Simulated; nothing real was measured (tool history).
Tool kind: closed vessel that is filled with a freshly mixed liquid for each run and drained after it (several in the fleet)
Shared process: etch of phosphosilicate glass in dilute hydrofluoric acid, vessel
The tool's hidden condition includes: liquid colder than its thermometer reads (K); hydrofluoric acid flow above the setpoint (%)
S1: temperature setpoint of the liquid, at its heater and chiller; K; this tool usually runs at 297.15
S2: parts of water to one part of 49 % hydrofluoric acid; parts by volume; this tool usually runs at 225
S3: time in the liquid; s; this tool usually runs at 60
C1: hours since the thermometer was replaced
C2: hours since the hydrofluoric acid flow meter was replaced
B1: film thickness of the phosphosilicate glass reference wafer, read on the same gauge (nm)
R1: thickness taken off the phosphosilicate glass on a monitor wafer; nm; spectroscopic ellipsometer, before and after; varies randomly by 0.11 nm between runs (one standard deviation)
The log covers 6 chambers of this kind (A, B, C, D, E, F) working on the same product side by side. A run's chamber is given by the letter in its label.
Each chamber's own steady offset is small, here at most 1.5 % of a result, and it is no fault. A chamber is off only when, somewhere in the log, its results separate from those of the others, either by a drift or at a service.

run    day      S1   S2  S3      C1      C2      B1      R1
 1C  0.292  297.15  225  60   559.2   340.3  40.016  20.443
     0.296  -- chamber A: thermometer replaced
 2B  0.508  297.15  225  60  1500.8   310.7  40.005  19.830
 3E  0.733  297.15  225  60   724.5   489.1  40.010  20.580
 4F  0.917  297.15  225  60   297.1   985.8  40.009  20.352
 5A  1.121  297.15  225  60    19.9   419.3  40.003  20.338
 6D  1.379  297.15  285  80   545.8   411.7  39.999  20.456
 7C  1.521  297.15  285  80   588.7   369.8  40.006  20.296
 8F  1.800  297.15  285  80   318.3  1007.0  40.029  20.511
 9E  1.942  297.15  285  80   753.5   518.1  40.005  20.063
     2.075  -- chamber D: hydrofluoric acid flow meter replaced
10A  2.100  297.15  285  80    43.4   442.8  40.020  20.046
11B  2.288  297.15  285  80  1543.5   353.4  40.008  19.720
12D  2.567  297.15  225  60   574.3    11.8  40.001  20.667
13A  2.788  297.15  225  60    59.9   459.3  39.949  20.041
14B  3.050  297.15  225  60  1561.8   371.7  40.013  19.812
15D  3.288  297.15  225  60   591.6    29.1  40.008  20.536
16E  3.442  297.15  225  60   789.5   554.1  39.992  20.320
17F  3.675  297.15  225  60   363.3  1052.0  40.011  20.668
18C  3.925  297.15  225  60   646.4   427.5  39.988  19.913
19E  4.179  297.15  225  60   807.2   571.8  40.006  20.522
20A  4.375  297.15  290  60    98.0   497.4  40.036  14.822
21B  4.592  297.15  290  60  1598.8   408.7  40.014  14.546
22C  4.758  297.15  290  60   666.4   447.5  40.033  14.305
23F  4.950  297.15  290  60   393.9  1082.6  39.992  14.910
24D  5.196  297.15  290  60   637.4    74.9  39.977  14.943
25B  5.400  297.15  290  60  1618.2   428.1  39.994  14.560
26D  5.571  297.15  225  60   646.4    83.9  40.018  20.549
27F  5.817  297.15  225  60   414.7  1103.4  40.008  20.464
28A  5.958  297.15  225  60   136.0   535.4  40.032  20.413
29E  6.138  297.15  225  60   854.2   618.8  40.051  20.372
30C  6.308  295.15  225  60   703.6   484.7  39.981  17.748
31A  6.542  295.15  225  60   150.0   549.4  39.997  18.891
32F  6.696  295.15  225  60   435.8  1124.5  40.020  19.042
33D  6.900  295.15  225  60   678.3   115.8  40.021  19.097
34B  7.129  295.15  225  60  1659.7   469.6  40.011  18.767
35E  7.312  295.15  225  60   882.4   647.0  40.014  18.895
36C  7.446  297.15  225  60   730.9   512.0  39.996  19.148
37A  7.688  297.15  225  60   177.5   576.9  40.015  20.128

Predict what each chamber gives when all 6 of them run the settings below next.
38A  7.900  297.15  225  45               ?
38B  7.900  297.15  225  45               ?
38C  7.900  297.15  225  45               ?
38D  7.900  297.15  225  45               ?
38E  7.900  297.15  225  45               ?
38F  7.900  297.15  225  45               ?

run      R1
38A  15.263
38B  15.026
38C  14.186
38D  15.419
38E  15.298
38F  15.363

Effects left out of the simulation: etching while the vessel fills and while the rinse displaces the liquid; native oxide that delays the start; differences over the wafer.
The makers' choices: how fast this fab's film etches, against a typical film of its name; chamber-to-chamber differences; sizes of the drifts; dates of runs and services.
